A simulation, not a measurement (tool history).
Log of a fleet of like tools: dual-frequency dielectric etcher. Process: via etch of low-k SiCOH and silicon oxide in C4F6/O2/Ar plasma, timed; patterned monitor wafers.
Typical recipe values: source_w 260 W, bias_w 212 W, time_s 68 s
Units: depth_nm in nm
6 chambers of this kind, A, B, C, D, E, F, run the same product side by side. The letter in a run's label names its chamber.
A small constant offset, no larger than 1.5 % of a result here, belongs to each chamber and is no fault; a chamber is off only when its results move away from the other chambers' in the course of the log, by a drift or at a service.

run	day	source_w	bias_w	time_s	hours since the last wet clean	hours since the last source power generator calibration	hours since the last bias power generator calibration	read-back reference wafer on the same gauge, depth_nm	depth_nm
1E	0.475	260	212	68	488.5	1450.7	1607.3	144.05	158.33
2A	0.996	260	212	68	212.9	76.4	1604	144	158.59
3F	1.246	260	212	68	152.2	769.3	844.5	144.05	155.9
4D	1.633	260	212	68	219	2690.7	2412.8	144.08	157.89
5B	2.129	260	212	68	169.9	3600.5	330.4	144.17	158.57
6C	2.429	260	212	68	240.9	1184.8	1776	144.13	156.24
7B	2.767	260	212	68	185.2	3615.8	345.7	144.14	158.21
8F	3.017	260	212	68	194.7	811.8	887	144.17	156.02
9C	3.425	260	212	68	264.8	1208.7	1799.9	144.2	156.14
10E	3.892	260	212	68	570.5	1532.7	1689.3	144.24	159.03
11A	4.217	260	212	68	290.2	153.7	1681.3	144.22	158.96
12D	4.521	260	212	68	288.3	2760	2482.1	144.29	158.49
13C	4.767	240	212	75	297	1240.9	1832.1	144.23	167.67
14F	5.05	240	212	75	243.5	860.6	935.8	144.26	167.07
15B	5.342	240	212	75	247	3677.6	407.5	144.27	169.75
# day 5.458: chamber E: wet clean of the chamber
16E	5.667	240	212	75	5.1	1575.3	1731.9	144.31	169.85
17D	6.088	240	212	75	325.9	2797.6	2519.7	144.29	169.2
18A	6.588	240	212	75	347.1	210.6	1738.2	144.33	170.27
19C	6.867	260	212	68	347.4	1291.3	1882.5	144.36	156.89
20A	7.392	260	212	68	366.4	229.9	1757.5	144.42	159.04
21D	7.892	260	212	68	369.2	2840.9	2563	144.41	158.45
# day 8.029: chamber A: wet clean of the chamber
22F	8.271	260	212	68	320.8	937.9	1013.1	144.44	156.58
23E	8.512	260	212	68	73.4	1643.6	1800.2	144.45	158.79
24B	8.767	260	212	68	329.2	3759.8	489.7	144.5	158.72
25B	9.092	260	244	54	337	3767.6	497.5	144.46	132.05
26C	9.567	260	244	54	412.2	1356.1	1947.3	144.53	130.82
27E	10.071	260	244	54	110.8	1681	1837.6	144.58	132.47
28A	10.508	260	244	54	59.5	304.7	1832.3	144.56	132.62
# day 10.75: chamber F: wet clean of the chamber
29D	11	260	244	54	443.8	2915.5	2637.6	144.6	132.09
30F	11.396	260	244	54	15.6	1012.9	1088.1	144.62	130.7
31F	11.729	260	212	68	23.6	1020.9	1096.1	144.61	156.28
32D	12.079	260	212	68	469.7	2941.4	2663.5	144.64	158.34
33E	12.375	260	212	68	166.1	1736.3	1892.9	144.69	158.92
# day 12.412: chamber C: wet clean of the chamber
34B	12.604	260	212	68	421.3	3851.9	581.8	144.71	158.93
35A	12.996	260	212	68	119.2	364.4	1892	144.74	159.22
36C	13.292	260	212	68	21.2	1445.5	2036.7	144.73	156.93
37B	13.633	260	212	68	446	3876.6	606.5	144.77	158.75
38C	13.967	260	212	68	37.4	1461.7	2052.9	144.72	157.39

What goes on in this fleet: one chamber off, a drifting gauge, or nothing beyond the chambers' own small offsets? Name the chamber and the cause, if any.

The gauge drifts, so all chambers seem to drift together. No chamber is off.
Cause: gauge reads high (%) = 0.533.
